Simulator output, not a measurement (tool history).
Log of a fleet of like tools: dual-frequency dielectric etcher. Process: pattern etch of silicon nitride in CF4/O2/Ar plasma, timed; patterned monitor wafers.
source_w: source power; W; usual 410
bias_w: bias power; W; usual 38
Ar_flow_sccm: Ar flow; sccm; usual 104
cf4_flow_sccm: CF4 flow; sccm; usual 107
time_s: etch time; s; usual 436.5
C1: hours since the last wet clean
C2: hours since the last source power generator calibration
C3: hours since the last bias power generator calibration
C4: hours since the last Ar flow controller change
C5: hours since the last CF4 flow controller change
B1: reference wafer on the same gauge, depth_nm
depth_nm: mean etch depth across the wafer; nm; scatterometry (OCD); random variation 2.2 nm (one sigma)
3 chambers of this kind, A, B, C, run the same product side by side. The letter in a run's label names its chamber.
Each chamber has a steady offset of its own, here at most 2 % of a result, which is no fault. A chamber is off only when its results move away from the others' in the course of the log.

run 1C hour=12 | source_w=410 bias_w=38 Ar_flow_sccm=104 cf4_flow_sccm=107 time_s=436.5 | C1=428.5 C2=2930.6 C3=1527.4 C4=514.1 C5=1373.1 | B1=616.85 | depth_nm=645.67
run 2B hour=22.3 | source_w=410 bias_w=38 Ar_flow_sccm=104 cf4_flow_sccm=107 time_s=436.5 | C1=368.1 C2=772.8 C3=147.1 C4=1867.3 C5=2796.1 | B1=616.99 | depth_nm=631.57
run 3A hour=29.7 | source_w=410 bias_w=38 Ar_flow_sccm=104 cf4_flow_sccm=107 time_s=436.5 | C1=566.1 C2=1760.4 C3=951.2 C4=2884.7 C5=4359.8 | B1=616.53 | depth_nm=636.58
-- hour=31.8 chamber C: wet clean of the chamber
run 4C hour=40.9 | source_w=410 bias_w=38 Ar_flow_sccm=104 cf4_flow_sccm=107 time_s=436.5 | C1=9.1 C2=2959.5 C3=1556.3 C4=543 C5=1402 | B1=617.79 | depth_nm=643.68
run 5B hour=49.1 | source_w=410 bias_w=38 Ar_flow_sccm=104 cf4_flow_sccm=107 time_s=436.5 | C1=394.9 C2=799.6 C3=173.9 C4=1894.1 C5=2822.9 | B1=617.15 | depth_nm=629.45
run 6A hour=57.8 | source_w=410 bias_w=38 Ar_flow_sccm=104 cf4_flow_sccm=107 time_s=436.5 | C1=594.2 C2=1788.5 C3=979.3 C4=2912.8 C5=4387.9 | B1=616.93 | depth_nm=632.03
run 7A hour=69.2 | source_w=410 bias_w=38 Ar_flow_sccm=104 cf4_flow_sccm=99 time_s=436.5 | C1=605.6 C2=1799.9 C3=990.7 C4=2924.2 C5=4399.3 | B1=616.93 | depth_nm=624.28
run 8C hour=79.1 | source_w=410 bias_w=38 Ar_flow_sccm=104 cf4_flow_sccm=99 time_s=436.5 | C1=47.3 C2=2997.7 C3=1594.5 C4=581.2 C5=1440.2 | B1=617.18 | depth_nm=636.38
run 9B hour=87 | source_w=410 bias_w=38 Ar_flow_sccm=104 cf4_flow_sccm=99 time_s=436.5 | C1=432.8 C2=837.5 C3=211.8 C4=1932 C5=2860.8 | B1=617.28 | depth_nm=623.64
run 10B hour=92.8 | source_w=410 bias_w=38 Ar_flow_sccm=104 cf4_flow_sccm=107 time_s=436.5 | C1=438.6 C2=843.3 C3=217.6 C4=1937.8 C5=2866.6 | B1=617.14 | depth_nm=630.78
run 11C hour=103.1 | source_w=410 bias_w=38 Ar_flow_sccm=104 cf4_flow_sccm=107 time_s=436.5 | C1=71.3 C2=3021.7 C3=1618.5 C4=605.2 C5=1464.2 | B1=617.14 | depth_nm=643.26
run 12A hour=114.7 | source_w=410 bias_w=38 Ar_flow_sccm=104 cf4_flow_sccm=107 time_s=436.5 | C1=651.1 C2=1845.4 C3=1036.2 C4=2969.7 C5=4444.8 | B1=616.76 | depth_nm=638.92
run 13B hour=120.3 | source_w=410 bias_w=38 Ar_flow_sccm=104 cf4_flow_sccm=107 time_s=436.5 | C1=466.1 C2=870.8 C3=245.1 C4=1965.3 C5=2894.1 | B1=616.77 | depth_nm=631.33
run 14C hour=132.2 | source_w=410 bias_w=38 Ar_flow_sccm=104 cf4_flow_sccm=107 time_s=436.5 | C1=100.4 C2=3050.8 C3=1647.6 C4=634.3 C5=1493.3 | B1=617.38 | depth_nm=638.95
run 15A hour=138.5 | source_w=410 bias_w=38 Ar_flow_sccm=104 cf4_flow_sccm=107 time_s=436.5 | C1=674.9 C2=1869.2 C3=1060 C4=2993.5 C5=4468.6 | B1=617.46 | depth_nm=634.09
run 16A hour=149.2 | source_w=410 bias_w=38 Ar_flow_sccm=104 cf4_flow_sccm=107 time_s=436.5 | C1=685.6 C2=1879.9 C3=1070.7 C4=3004.2 C5=4479.3 | B1=617.45 | depth_nm=632.62
run 17C hour=159 | source_w=410 bias_w=38 Ar_flow_sccm=104 cf4_flow_sccm=107 time_s=436.5 | C1=127.2 C2=3077.6 C3=1674.4 C4=661.1 C5=1520.1 | B1=616.23 | depth_nm=641.96
run 18B hour=164.9 | source_w=410 bias_w=38 Ar_flow_sccm=104 cf4_flow_sccm=107 time_s=436.5 | C1=510.7 C2=915.4 C3=289.7 C4=2009.9 C5=2938.7 | B1=616.85 | depth_nm=634.05
-- hour=170.3 chamber A: wet clean of the chamber
run 19B hour=172.8 | source_w=410 bias_w=38 Ar_flow_sccm=104 cf4_flow_sccm=107 time_s=436.5 | C1=518.6 C2=923.3 C3=297.6 C4=2017.8 C5=2946.6 | B1=616.97 | depth_nm=627.37
run 20A hour=181.2 | source_w=410 bias_w=38 Ar_flow_sccm=104 cf4_flow_sccm=107 time_s=436.5 | C1=11 C2=1911.9 C3=1102.7 C4=3036.2 C5=4511.3 | B1=616.72 | depth_nm=632.81
run 21C hour=187.3 | source_w=410 bias_w=38 Ar_flow_sccm=104 cf4_flow_sccm=107 time_s=436.5 | C1=155.5 C2=3105.9 C3=1702.7 C4=689.4 C5=1548.4 | B1=616.86 | depth_nm=644
run 22A hour=198.8 | source_w=410 bias_w=38 Ar_flow_sccm=104 cf4_flow_sccm=107 time_s=436.5 | C1=28.6 C2=1929.5 C3=1120.3 C4=3053.8 C5=4528.9 | B1=617.35 | depth_nm=633.43
run 23C hour=209.1 | source_w=410 bias_w=38 Ar_flow_sccm=104 cf4_flow_sccm=107 time_s=436.5 | C1=177.3 C2=3127.7 C3=1724.5 C4=711.2 C5=1570.2 | B1=617.21 | depth_nm=645.24
run 24B hour=220.4 | source_w=410 bias_w=38 Ar_flow_sccm=104 cf4_flow_sccm=107 time_s=436.5 | C1=566.2 C2=970.9 C3=345.2 C4=2065.4 C5=2994.2 | B1=617.13 | depth_nm=631.51
run 25A hour=227.1 | source_w=410 bias_w=38 Ar_flow_sccm=104 cf4_flow_sccm=107 time_s=436.5 | C1=56.9 C2=1957.8 C3=1148.6 C4=3082.1 C5=4557.2 | B1=617.13 | depth_nm=632.03
run 26B hour=235.8 | source_w=480 bias_w=43 Ar_flow_sccm=104 cf4_flow_sccm=107 time_s=436.5 | C1=581.6 C2=986.3 C3=360.6 C4=2080.8 C5=3009.6 | B1=616.78 | depth_nm=754.11
run 27C hour=243.6 | source_w=480 bias_w=43 Ar_flow_sccm=104 cf4_flow_sccm=107 time_s=436.5 | C1=211.8 C2=3162.2 C3=1759 C4=745.7 C5=1604.7 | B1=617.3 | depth_nm=765.38
run 28C hour=252 | source_w=480 bias_w=43 Ar_flow_sccm=104 cf4_flow_sccm=107 time_s=436.5 | C1=220.2 C2=3170.6 C3=1767.4 C4=754.1 C5=1613.1 | B1=617.58 | depth_nm=767.4
run 29A hour=260.8 | source_w=410 bias_w=32 Ar_flow_sccm=104 cf4_flow_sccm=107 time_s=436.5 | C1=90.6 C2=1991.5 C3=1182.3 C4=3115.8 C5=4590.9 | B1=616.97 | depth_nm=599.46
run 30B hour=266.5 | source_w=410 bias_w=32 Ar_flow_sccm=104 cf4_flow_sccm=107 time_s=436.5 | C1=612.3 C2=1017 C3=391.3 C4=2111.5 C5=3040.3 | B1=616.75 | depth_nm=597.6
run 31C hour=276.2 | source_w=410 bias_w=32 Ar_flow_sccm=104 cf4_flow_sccm=107 time_s=436.5 | C1=244.4 C2=3194.8 C3=1791.6 C4=778.3 C5=1637.3 | B1=616.61 | depth_nm=604.43
run 32A hour=284.1 | source_w=410 bias_w=38 Ar_flow_sccm=104 cf4_flow_sccm=107 time_s=436.5 | C1=113.9 C2=2014.8 C3=1205.6 C4=3139.1 C5=4614.2 | B1=617.11 | depth_nm=631.15
run 33B hour=293.1 | source_w=410 bias_w=38 Ar_flow_sccm=104 cf4_flow_sccm=107 time_s=436.5 | C1=638.9 C2=1043.6 C3=417.9 C4=2138.1 C5=3066.9 | B1=616.8 | depth_nm=632.44
run 34A hour=299.9 | source_w=410 bias_w=38 Ar_flow_sccm=104 cf4_flow_sccm=107 time_s=436.5 | C1=129.7 C2=2030.6 C3=1221.4 C4=3154.9 C5=4630 | B1=616.45 | depth_nm=634.46
run 35B hour=305.3 | source_w=410 bias_w=38 Ar_flow_sccm=104 cf4_flow_sccm=107 time_s=436.5 | C1=651.1 C2=1055.8 C3=430.1 C4=2150.3 C5=3079.1 | B1=617.65 | depth_nm=631.65
run 36C hour=314.7 | source_w=410 bias_w=38 Ar_flow_sccm=104 cf4_flow_sccm=107 time_s=436.5 | C1=282.9 C2=3233.3 C3=1830.1 C4=816.8 C5=1675.8 | B1=616.82 | depth_nm=642.11
run 37C hour=322.2 | source_w=410 bias_w=38 Ar_flow_sccm=104 cf4_flow_sccm=107 time_s=436.5 | C1=290.4 C2=3240.8 C3=1837.6 C4=824.3 C5=1683.3 | B1=617.37 | depth_nm=644.62
run 38A hour=328.4 | source_w=410 bias_w=38 Ar_flow_sccm=96 cf4_flow_sccm=98 time_s=436.5 | C1=158.2 C2=2059.1 C3=1249.9 C4=3183.4 C5=4658.5 | B1=616.97 | depth_nm=632.63
-- hour=328.9 chamber B: wet clean of the chamber
run 39B hour=335.2 | source_w=410 bias_w=38 Ar_flow_sccm=96 cf4_flow_sccm=98 time_s=436.5 | C1=6.4 C2=1085.7 C3=460 C4=2180.2 C5=3109 | B1=617.01 | depth_nm=631.94
run 40B hour=344.4 | source_w=410 bias_w=38 Ar_flow_sccm=96 cf4_flow_sccm=98 time_s=436.5 | C1=15.6 C2=1094.9 C3=469.2 C4=2189.4 C5=3118.2 | B1=617.42 | depth_nm=630.94
run 41C hour=352.4 | source_w=410 bias_w=38 Ar_flow_sccm=104 cf4_flow_sccm=107 time_s=436.5 | C1=320.6 C2=3271 C3=1867.8 C4=854.5 C5=1713.5 | B1=616.49 | depth_nm=641.79
run 42A hour=360.2 | source_w=410 bias_w=38 Ar_flow_sccm=104 cf4_flow_sccm=107 time_s=436.5 | C1=190 C2=2090.9 C3=1281.7 C4=3215.2 C5=4690.3 | B1=616.68 | depth_nm=636.75
run 43A hour=366.9 | source_w=410 bias_w=38 Ar_flow_sccm=104 cf4_flow_sccm=107 time_s=436.5 | C1=196.7 C2=2097.6 C3=1288.4 C4=3221.9 C5=4697 | B1=617.24 | depth_nm=632.36

Is one chamber off against the others, does the gauge drift, or is nothing wrong? If a chamber is off, say which, and what the likeliest cause is.

No chamber stands off beyond its own small offset, and the gauge holds steady.

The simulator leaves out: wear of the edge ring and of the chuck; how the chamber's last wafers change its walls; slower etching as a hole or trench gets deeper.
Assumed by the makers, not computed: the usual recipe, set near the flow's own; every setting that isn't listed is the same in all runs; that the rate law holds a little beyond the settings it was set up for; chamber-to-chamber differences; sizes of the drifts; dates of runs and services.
